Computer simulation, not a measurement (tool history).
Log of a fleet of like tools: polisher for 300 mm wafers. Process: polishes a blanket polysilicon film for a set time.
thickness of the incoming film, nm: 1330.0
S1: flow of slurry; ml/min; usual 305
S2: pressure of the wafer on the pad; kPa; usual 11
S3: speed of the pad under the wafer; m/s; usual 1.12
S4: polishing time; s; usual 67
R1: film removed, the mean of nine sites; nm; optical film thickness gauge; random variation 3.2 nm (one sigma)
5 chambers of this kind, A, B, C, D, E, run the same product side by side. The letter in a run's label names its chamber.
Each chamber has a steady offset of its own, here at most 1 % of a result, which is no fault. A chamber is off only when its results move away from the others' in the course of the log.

run	day	S1	S2	S3	S4	R1
1A	0.225	305	11	1.12	67	390.1
2C	0.512	305	11	1.12	67	382.79
3B	0.862	305	11	1.12	67	391.59
# day 1.196: chamber C: worn pad replaced by a new one
4E	1.233	305	11	1.12	67	386.12
5D	1.467	305	11	1.12	67	386.66
6B	1.75	305	11	1.12	67	391.39
# day 2.05: chamber A: worn pad replaced by a new one
7D	2.117	305	11	1.36	67	469.37
# day 2.358: chamber D: head pressure recalibrated
8A	2.462	305	11	1.36	67	472.36
9E	2.704	305	11	1.36	67	473.78
10C	3.079	305	11	1.36	67	469.69
# day 3.254: chamber C: slurry nozzle cleaned
11C	3.283	305	11	1.36	67	470.65
12D	3.646	305	11	1.12	67	388.42
# day 3.717: chamber E: worn pad replaced by a new one
13A	3.967	305	11	1.12	67	389.1
# day 4.1: chamber D: worn pad replaced by a new one
14B	4.154	305	11	1.12	67	390.33
# day 4.171: chamber B: worn pad replaced by a new one
15E	4.579	305	11	1.12	67	390.19
# day 4.812: chamber C: worn pad replaced by a new one
16C	4.846	305	11	1.12	67	391.11
# day 4.85: chamber A: slurry nozzle cleaned
17E	5.196	305	11	1.12	67	390.5
18B	5.383	305	11	1.12	67	391.73
19D	5.675	305	11	1.12	67	385.02
# day 5.725: chamber A: worn pad replaced by a new one
20A	5.971	305	11	1.12	67	386.89
21A	6.258	305	11	1.12	67	386.21
# day 6.333: chamber E: head pressure recalibrated
22E	6.521	305	11	1.46	67	513.96
23C	6.858	305	11	1.46	67	506.84
24D	7.108	305	11	1.46	67	512.01
25B	7.317	305	11	1.46	67	509.43
26D	7.596	305	11	1.46	67	503.31
27B	7.804	305	11	1.12	67	394.42
28C	8.175	405	11	1.32	67	472.14
# day 8.204: chamber C: worn pad replaced by a new one
29E	8.379	405	11	1.32	67	458.53
30A	8.808	405	11	1.32	67	462.11
31B	9.196	405	11	1.32	67	470.71
# day 9.475: chamber A: worn pad replaced by a new one
32E	9.562	405	11	1.32	67	471.49
# day 9.575: chamber B: worn pad replaced by a new one
33C	9.908	305	11	1.12	67	392.56
34D	10.258	305	11	1.12	67	379.24
# day 10.329: chamber D: worn pad replaced by a new one
# day 10.454: chamber E: worn pad replaced by a new one
35A	10.567	305	11	1.12	67	383.82
# day 10.696: chamber C: head pressure recalibrated
36C	10.775	305	11	1.12	67	391.77
37A	10.983	305	11	1.12	67	388.45
# day 11.2: chamber C: worn pad replaced by a new one
38D	11.254	305	11	1.12	67	382.86
39B	11.6	305	11	1.12	76	447.02
40E	11.833	305	11	1.12	76	438.59
41C	12.096	305	11	1.12	76	440.9
42E	12.429	305	11	1.12	76	429.49

What goes on in this fleet: one chamber off, a drifting gauge, or nothing beyond the chambers' own small offsets? Name the chamber and the cause, if any.

No chamber stands off beyond its own small offset, and the gauge holds steady.
